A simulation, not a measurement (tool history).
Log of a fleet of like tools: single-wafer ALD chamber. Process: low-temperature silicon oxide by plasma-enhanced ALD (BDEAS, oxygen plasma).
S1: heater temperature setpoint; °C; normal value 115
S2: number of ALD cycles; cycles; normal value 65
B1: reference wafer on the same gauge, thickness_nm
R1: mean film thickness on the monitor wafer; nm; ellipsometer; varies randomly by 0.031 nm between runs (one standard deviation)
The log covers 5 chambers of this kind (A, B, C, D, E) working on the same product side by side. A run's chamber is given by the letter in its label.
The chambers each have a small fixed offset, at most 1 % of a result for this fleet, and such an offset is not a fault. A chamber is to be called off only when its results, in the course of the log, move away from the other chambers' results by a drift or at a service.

run    day   S1  S2      B1      R1
 1D  0.175  115  65  9.4028  9.0115
 2E  0.342  115  65  9.3955  8.9547
 3A  0.546  115  65   9.404  9.0547
 4B  0.783  115  65  9.3958  9.0941
 5C  1.038  115  65  9.3976  9.0836
 6C  1.296  115  65  9.4011  9.0618
 7A  1.558  115  58  9.3979  8.0737
     1.725  -- chamber C: thermocouple changed; heater temperature recalibrated
 8B  1.817  115  58  9.3983   8.108
 9D  2.042  115  58  9.3982  8.0034
     2.138  -- chamber B: thermocouple changed; heater temperature recalibrated
10E  2.304  115  58  9.4021  7.9859
11A  2.529  115  58  9.3997   8.079
12D  2.804  115  65  9.4082  8.9628
13B  3.029  115  53  9.4096  7.3442
14E  3.179  115  53  9.3951   7.286
15C  3.396  115  53  9.3959    7.36
16B  3.633  115  53  9.4049  7.3648
17D  3.838  115  53  9.4069   7.349
18A  4.062  115  65  9.4005  9.0156
19E  4.362  115  65  9.4045  8.9753
20C  4.554  115  65  9.3991  9.0574
21A    4.7  115  65  9.3978  9.0406
22D  4.875  115  65  9.3967  9.0003
23E  5.038  115  65  9.4019  8.9583
24C  5.312  109  55   9.395  7.7447
25B  5.471  109  55  9.3924  7.7677
26D  5.712  109  55  9.3971  7.6661
27B  5.988  109  55  9.3999  7.7582
28E   6.25  109  55  9.4045  7.6978
29C  6.425  115  76  9.3991  10.596
30A  6.633  115  76  9.4074  10.606
31A  6.946  115  76  9.4071  10.599
32E  7.125  115  76  9.3969  10.405
33C  7.429  115  76   9.397  10.715
34D  7.738  115  65  9.4018  9.0378
35B      8  115  65  9.4019  9.0584
36D  8.162  115  65  9.3973  8.9549
37C  8.371  115  65  9.3998  9.1478
38E  8.683  115  65   9.396  8.9539
39A  8.933  115  65  9.4061  9.0165
40B  9.125  115  65  9.3951  9.0615

Next, all 5 chambers run the settings below, one line each with question marks for the results. What does each chamber give?
41A  9.354  119  65       ?
41B  9.354  119  65       ?
41C  9.354  119  65       ?
41D  9.354  119  65       ?
41E  9.354  119  65       ?

run      R1
41A  9.0641
41B  8.9346
41C  9.0429
41D  8.8954
41E  8.8717
